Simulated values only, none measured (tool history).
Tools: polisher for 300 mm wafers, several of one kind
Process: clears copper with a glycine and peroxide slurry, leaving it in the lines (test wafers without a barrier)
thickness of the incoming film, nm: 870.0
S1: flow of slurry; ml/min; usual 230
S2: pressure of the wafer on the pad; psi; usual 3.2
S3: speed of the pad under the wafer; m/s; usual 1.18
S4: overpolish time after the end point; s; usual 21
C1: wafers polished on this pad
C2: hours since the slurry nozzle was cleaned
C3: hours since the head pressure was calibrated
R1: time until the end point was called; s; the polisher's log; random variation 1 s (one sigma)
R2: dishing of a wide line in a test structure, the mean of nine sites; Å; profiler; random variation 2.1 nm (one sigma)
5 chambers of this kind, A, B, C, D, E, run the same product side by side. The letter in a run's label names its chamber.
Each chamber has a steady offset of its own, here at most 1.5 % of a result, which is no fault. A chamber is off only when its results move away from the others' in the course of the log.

run   hour   S1   S2    S3  S4    C1     C2      C3      R1      R2
       0.8  -- chamber E: worn pad replaced by a new one
 1D    4.6  230  3.2  1.18  21   193  116.4   313.1   120.7  886.98
 2B   12.9  230  3.2  1.18  21   332    275   164.4  120.72  838.29
 3C   20.6  230  3.2  1.18  21   466   41.6  1067.2  120.62  865.51
 4E   28.6  230  3.2  1.18  21   272  431.4   357.1  120.67  813.97
 5A   32.4  230  3.2  1.18  21   590  567.7   685.2  120.17  889.66
      37.5  -- chamber C: worn pad replaced by a new one
 6E   39.5  230  3.2  1.18  21   379  442.3     368   118.5  871.52
 7A     44  230  3.2  1.18  21   703  579.3   696.8  121.62  893.61
      44.4  -- chamber D: head pressure recalibrated
        49  -- chamber E: worn pad replaced by a new one
 8D   51.9  230  3.2  1.18  21   656  163.7     7.6  120.27  894.04
 9C   57.3  230  3.2  1.18  21   194   78.3  1103.9  120.53  877.96
      58.8  -- chamber B: worn pad replaced by a new one
10B     63  230  3.2  1.18  21    41  325.1   214.5  119.54  908.74
11B   70.8  230  3.2  1.18  21   117  332.9   222.3  121.19  889.13
12A   76.2  230  3.2  1.18  21  1019  611.5     729  122.43  874.21
13E   82.2  230  3.2  1.18  21   325    485   410.7  115.65  877.36
14D   90.2  230  3.2  1.18  21  1031    202    45.9  120.04  870.29
15C     94  230  3.2  1.18  34   553    115  1140.6  118.16  1166.7
16C   99.3  230  3.2  1.18  34   605  120.3  1145.9  120.86  1156.4
17D  104.5  230  3.2  1.18  34  1170  216.3    60.2  120.19  1164.9
18A  109.4  230  3.2  1.18  34  1343  644.7   762.2  121.15  1225.9
     110.7  -- chamber E: worn pad replaced by a new one
     110.7  -- chamber D: worn pad replaced by a new one
     112.1  -- chamber C: worn pad replaced by a new one
19E  113.2  230  3.2  1.18  34    24    516   441.7  115.89  1179.1
     113.4  -- chamber A: worn pad replaced by a new one
     113.7  -- chamber C: head pressure recalibrated
20B  120.8  230  3.2  1.18  21   606  382.9   272.3  119.29  885.98
21A  126.4  230  3.2  1.18  21   127  661.7   779.2  118.54  849.39
22B  134.4  230  3.2  1.18  21   739  396.5   285.9  120.65  883.73
     138.7  -- chamber B: worn pad replaced by a new one
23D  141.4  230  3.2  1.18  21   301  253.2    97.1  119.09  873.53
     142.7  -- chamber B: slurry nozzle cleaned
24C  147.4  230  3.2  1.18  21   345  168.4    33.7  118.07  871.44
25E  151.6  230  3.2  1.18  21   400  554.4   480.1   111.4  882.57
26E  157.5  230  3.2  1.18  21   458  560.3     486  112.41  919.03
27B  162.1  230  3.2  1.18  21   229   19.5   313.6  121.54  883.36
     167.2  -- chamber E: worn pad replaced by a new one
28A  167.9  230  3.2  1.18  21   533  703.2   820.7  121.52   869.2
     170.2  -- chamber C: worn pad replaced by a new one
29D  175.9  230  3.2  1.18  21   638  287.7   131.6   118.3  867.06
30C  182.6  230  3.2  1.18  21   122  203.6    68.9  119.76  872.38
31C  189.2  230  3.2  1.18  21   186  210.2    75.5  120.45  874.39
32D  197.3  230  3.2  1.18  21   848  309.1     153  118.11  895.14
33B    201  230  3.2  1.18  21   610   58.4   352.5  120.92  845.63
34E  205.3  230  3.2  1.18  21   373  608.1   533.8  109.91  888.85

Next, every chamber runs the same settings. What will each give?
35A  211.2  230  3.2  1.18  10               ?   ?
35B  211.2  230  3.2  1.18  10               ?   ?
35C  211.2  230  3.2  1.18  10               ?   ?
35D  211.2  230  3.2  1.18  10               ?   ?
35E  211.2  230  3.2  1.18  10               ?   ?

run      R1      R2
35A  122.32  493.26
35B  120.49  478.63
35C  118.43  493.68
35D  119.65  481.45
35E  108.64  536.55
